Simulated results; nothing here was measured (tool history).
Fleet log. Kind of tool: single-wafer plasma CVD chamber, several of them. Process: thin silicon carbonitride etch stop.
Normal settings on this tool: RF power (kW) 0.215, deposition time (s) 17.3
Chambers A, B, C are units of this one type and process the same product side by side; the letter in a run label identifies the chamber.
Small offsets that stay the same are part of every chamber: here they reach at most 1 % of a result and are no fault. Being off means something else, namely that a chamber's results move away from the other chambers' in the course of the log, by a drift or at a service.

run   hour  RF power (kW)  deposition time (s)  read-back reference wafer on the same gauge, thickness_nm  mean film thickness on the monitor wafer (angstrom)
 1A    8.9          0.215                 17.3                                                     9.6000                                              100.980
 2B   24.4          0.215                 17.3                                                     9.5965                                               99.938
 3C   36.5          0.215                 17.3                                                     9.5980                                              100.300
 4A   48.1          0.215                 17.3                                                     9.5933                                              100.820
 5B   61.8          0.215                 17.3                                                     9.5905                                               99.666
      67.9  -- chamber A: RF generator calibrated
 6C   76.6          0.215                 17.3                                                     9.5913                                               99.939
 7C   86.4          0.215                 19.1                                                     9.5887                                              110.480
 8B   99.4          0.215                 19.1                                                     9.5864                                              110.130
 9A  111.1          0.215                 19.1                                                     9.5858                                              111.040
10A  126.9          0.215                 17.3                                                     9.5860                                              100.910
11C  136.2          0.215                 17.3                                                     9.5801                                               99.613
12B  144.7          0.215                 17.3                                                     9.5816                                               99.536
13B  160.4          0.215                 17.3                                                     9.5793                                               99.970
14A  173.5          0.215                 17.3                                                     9.5788                                              100.810
15C  182.2          0.215                 17.3                                                     9.5743                                              100.090
16A  196.0          0.230                 15.8                                                     9.5788                                               93.908
17B  203.9          0.230                 15.8                                                     9.5720                                               92.835
18C  217.2          0.230                 15.8                                                     9.5784                                               92.891
19A  229.3          0.215                 17.3                                                     9.5721                                              100.980
20C  243.5          0.215                 17.3                                                     9.5716                                               99.413
21B  254.6          0.215                 17.3                                                     9.5725                                               99.709
22C  263.7          0.215                 17.3                                                     9.5699                                               99.577
23A  275.4          0.190                 16.2                                                     9.5687                                               90.651
24B  288.9          0.190                 16.2                                                     9.5630                                               89.770
25A  302.8          0.190                 16.2                                                     9.5602                                               90.695
26B  317.1          0.215                 17.3                                                     9.5643                                               99.444
27C  328.3          0.215                 17.3                                                     9.5609                                               99.617
28B  337.3          0.215                 17.3                                                     9.5579                                               99.440
29C  344.5          0.215                 17.3                                                     9.5594                                               99.196
30A  353.6          0.215                 17.3                                                     9.5616                                              100.610
31C  365.2          0.215                 17.3                                                     9.5530                                               99.704
32A  377.0          0.215                 17.3                                                     9.5563                                              100.670
33B  392.4          0.200                 14.6                                                     9.5543                                               82.002
34B  404.7          0.200                 14.6                                                     9.5511                                               82.250
35C  417.4          0.200                 14.6                                                     9.5473                                               82.165
36A  431.0          0.215                 17.3                                                     9.5432                                              100.110
37A  444.5          0.215                 17.3                                                     9.5479                                              100.370
38C  460.2          0.215                 17.3                                                     9.5464                                               99.563
39B  476.2          0.215                 17.3                                                     9.5452                                               99.312
40B  492.2          0.215                 17.3                                                     9.5376                                               99.358
41C  506.7          0.215                 17.3                                                     9.5449                                               99.245
42A  517.8          0.215                 17.3                                                     9.5422                                              100.480
43A  527.0          0.215                 20.1                                                     9.5376                                              116.470
44B  538.8          0.215                 20.1                                                     9.5394                                              115.120

The same settings go to every chamber for the next run, one line per chamber below. Forecast the results for each:
45A  550.5          0.215                 17.3                                                                                                               ?
45B  550.5          0.215                 17.3                                                                                                               ?
45C  550.5          0.215                 17.3                                                                                                               ?

run  mean film thickness on the monitor wafer (angstrom)
45A                                              100.310
45B                                               99.191
45C                                               99.332
